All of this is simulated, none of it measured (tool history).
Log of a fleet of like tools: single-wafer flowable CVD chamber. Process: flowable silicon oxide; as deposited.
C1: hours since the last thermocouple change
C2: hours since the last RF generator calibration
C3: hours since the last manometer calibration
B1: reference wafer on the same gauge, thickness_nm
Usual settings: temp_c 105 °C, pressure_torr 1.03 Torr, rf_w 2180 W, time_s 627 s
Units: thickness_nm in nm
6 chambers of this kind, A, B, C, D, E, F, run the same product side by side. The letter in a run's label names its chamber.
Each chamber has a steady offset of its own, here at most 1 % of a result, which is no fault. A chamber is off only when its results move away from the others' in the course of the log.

Run 1A, hour 9.4: usual settings; C1 2014.6; C2 736.5; C3 39.9; B1 466.68. Result: thickness_nm 453.03 nm.
Run 2E, hour 15.6: usual settings; C1 828.6; C2 671.9; C3 653.8; B1 466.85. Result: thickness_nm 447.54 nm.
Run 3C, hour 25.1: usual settings; C1 1685.7; C2 1887.7; C3 969.5; B1 466.56. Result: thickness_nm 448.92 nm.
Run 4B, hour 33.7: usual settings; C1 885.5; C2 1561.6; C3 1352.5; B1 466.82. Result: thickness_nm 452.13 nm.
Run 5F, hour 40.1: usual settings; C1 684; C2 1479; C3 185.6; B1 466.91. Result: thickness_nm 456.9 nm.
Run 6D, hour 45.5: usual settings; C1 515.3; C2 418.4; C3 741.6; B1 467.71. Result: thickness_nm 451.13 nm.
Run 7A, hour 55.5: usual settings; C1 2060.7; C2 782.6; C3 86; B1 467.23. Result: thickness_nm 450.86 nm.
Run 8E, hour 64.4: usual settings; C1 877.4; C2 720.7; C3 702.6; B1 466.43. Result: thickness_nm 447.82 nm.
Run 9D, hour 70.3: usual settings but pressure_torr 1.22 Torr; C1 540.1; C2 443.2; C3 766.4; B1 467.09. Result: thickness_nm 542.75 nm.
Run 10B, hour 80.2: usual settings but pressure_torr 1.22 Torr; C1 932; C2 1608.1; C3 1399; B1 467.61. Result: thickness_nm 548.04 nm.
Run 11F, hour 86.6: usual settings but pressure_torr 1.22 Torr; C1 730.5; C2 1525.5; C3 232.1; B1 467.5. Result: thickness_nm 544.58 nm.
Run 12C, hour 94.7: usual settings but pressure_torr 1.22 Torr; C1 1755.3; C2 1957.3; C3 1039.1; B1 467.26. Result: thickness_nm 541.54 nm.
Run 13E, hour 104.4: usual settings but pressure_torr 1.22 Torr; C1 917.4; C2 760.7; C3 742.6; B1 466.4. Result: thickness_nm 542.59 nm.
Run 14A, hour 109.5: usual settings but pressure_torr 1.22 Torr; C1 2114.7; C2 836.6; C3 140; B1 466.95. Result: thickness_nm 545.73 nm.
Run 15D, hour 115.5: usual settings; C1 585.3; C2 488.4; C3 811.6; B1 467.09. Result: thickness_nm 443.97 nm.
At hour 116.5: chamber A: thermocouple changed; heater temperature recalibrated.
Run 16F, hour 124.3: usual settings; C1 768.2; C2 1563.2; C3 269.8; B1 466. Result: thickness_nm 454.44 nm.
Run 17B, hour 129.8: usual settings but temp_c 115 °C; C1 981.6; C2 1657.7; C3 1448.6; B1 467.05. Result: thickness_nm 327.22 nm.
Run 18C, hour 134.7: usual settings but temp_c 115 °C; C1 1795.3; C2 1997.3; C3 1079.1; B1 466.81. Result: thickness_nm 323.91 nm.
Run 19E, hour 139.4: usual settings but temp_c 115 °C; C1 952.4; C2 795.7; C3 777.6; B1 467.25. Result: thickness_nm 323.76 nm.
At hour 142.3: chamber C: RF generator calibrated.
Run 20F, hour 148.3: usual settings but temp_c 115 °C; C1 792.2; C2 1587.2; C3 293.8; B1 466.48. Result: thickness_nm 332.7 nm.
Run 21D, hour 156.8: usual settings but temp_c 115 °C; C1 626.6; C2 529.7; C3 852.9; B1 466.59. Result: thickness_nm 324.96 nm.
Run 22C, hour 163.2: usual settings but temp_c 115 °C; C1 1823.8; C2 21; C3 1107.6; B1 467.81. Result: thickness_nm 326.6 nm.
At hour 165.4: chamber B: capacitance manometer re-zeroed and calibrated.
Run 23B, hour 170.7: usual settings; C1 1022.5; C2 1698.6; C3 5.4; B1 466.96. Result: thickness_nm 452.99 nm.
Run 24A, hour 179.4: usual settings; C1 63; C2 906.5; C3 209.9; B1 467.39. Result: thickness_nm 428.11 nm.
Run 25A, hour 184.5: usual settings; C1 68.1; C2 911.6; C3 215; B1 466.49. Result: thickness_nm 423.87 nm.
Run 26F, hour 190.6: usual settings but temp_c 99 °C, rf_w 1825 W; C1 834.5; C2 1629.5; C3 336.1; B1 467. Result: thickness_nm 531.99 nm.
Run 27C, hour 199.8: usual settings but temp_c 99 °C, rf_w 1825 W; C1 1860.4; C2 57.6; C3 1144.2; B1 467.88. Result: thickness_nm 523.92 nm.
Run 28B, hour 205.4: usual settings but temp_c 99 °C, rf_w 1825 W; C1 1057.2; C2 1733.3; C3 40.1; B1 466.83. Result: thickness_nm 531.85 nm.
Run 29D, hour 215.2: usual settings but temp_c 99 °C, rf_w 1825 W; C1 685; C2 588.1; C3 911.3; B1 467.32. Result: thickness_nm 528.01 nm.
Run 30E, hour 223.4: usual settings but temp_c 99 °C, rf_w 1825 W; C1 1036.4; C2 879.7; C3 861.6; B1 467.47. Result: thickness_nm 529.76 nm.
Run 31C, hour 230.1: usual settings but temp_c 99 °C, rf_w 1825 W; C1 1890.7; C2 87.9; C3 1174.5; B1 467.12. Result: thickness_nm 526.16 nm.
At hour 235.3: chamber A: RF generator calibrated.
Run 32D, hour 237.1: usual settings; C1 706.9; C2 610; C3 933.2; B1 466.74. Result: thickness_nm 445.32 nm.
Run 33A, hour 241.7: usual settings but rf_w 2395 W, time_s 566 s; C1 125.3; C2 6.4; C3 272.2; B1 467.18. Result: thickness_nm 387.47 nm.
Run 34F, hour 251: usual settings but rf_w 2395 W, time_s 566 s; C1 894.9; C2 1689.9; C3 396.5; B1 467.72. Result: thickness_nm 418.5 nm.
Run 35E, hour 260.4: usual settings but rf_w 2395 W, time_s 566 s; C1 1073.4; C2 916.7; C3 898.6; B1 466.61. Result: thickness_nm 413.39 nm.
Run 36B, hour 267.8: usual settings but rf_w 2395 W, time_s 566 s; C1 1119.6; C2 1795.7; C3 102.5; B1 466.08. Result: thickness_nm 416.06 nm.
Run 37F, hour 272.8: usual settings but rf_w 2395 W, time_s 566 s; C1 916.7; C2 1711.7; C3 418.3; B1 467.37. Result: thickness_nm 418.99 nm.
Run 38D, hour 280.2: usual settings but rf_w 2395 W, time_s 566 s; C1 750; C2 653.1; C3 976.3; B1 467.91. Result: thickness_nm 409.37 nm.
Run 39C, hour 289.9: usual settings; C1 1950.5; C2 147.7; C3 1234.3; B1 466.73. Result: thickness_nm 448.72 nm.
Run 40A, hour 297.7: usual settings; C1 181.3; C2 62.4; C3 328.2; B1 467.18. Result: thickness_nm 419.22 nm.
Run 41B, hour 303.4: usual settings; C1 1155.2; C2 1831.3; C3 138.1; B1 467.03. Result: thickness_nm 452.22 nm.
Run 42E, hour 308.8: usual settings but temp_c 113 °C, pressure_torr 0.91 Torr; C1 1121.8; C2 965.1; C3 947; B1 466.65. Result: thickness_nm 298.17 nm.
Run 43D, hour 316: usual settings but temp_c 113 °C, pressure_torr 0.91 Torr; C1 785.8; C2 688.9; C3 1012.1; B1 467.05. Result: thickness_nm 301.52 nm.

Is one chamber off against the others, does the gauge drift, or is nothing wrong? If a chamber is off, say which, and what the likeliest cause is.

A service left chamber A off against the others.
Cause: wafer temperature above the value expected at the setpoint (K) = 1.97.

Here are 4 candidates for chamber A's next run, each the usual settings with a change, their results left as question marks. Which one brings its results back in line with what the others give on the usual settings?
In line means no further than this from the other chambers' mean on the usual settings: thickness_nm 8.8 nm
Run 44A-1, hour 323.3: usual settings but temp_c 108 °C, pressure_torr 1 Torr, rf_w 2175 W, time_s 618 s. Result: thickness_nm ?.
Run 44A-2, hour 323.3: usual settings but temp_c 104 °C, pressure_torr 1.05 Torr, rf_w 2185 W, time_s 632 s. Result: thickness_nm ?.
Run 44A-3, hour 323.3: usual settings but temp_c 102 °C, pressure_torr 1.06 Torr, rf_w 2185 W, time_s 637 s. Result: thickness_nm ?.
Run 44A-4, hour 323.3: usual settings but temp_c 107 °C. Result: thickness_nm ?.

The other chambers' mean on the usual settings: thickness_nm 450.46 nm
  run  thickness_nm
44A-1        363.05
44A-2        449.95
44A-3        490.19
44A-4        394.94
44A-2 brings the chamber back in line.
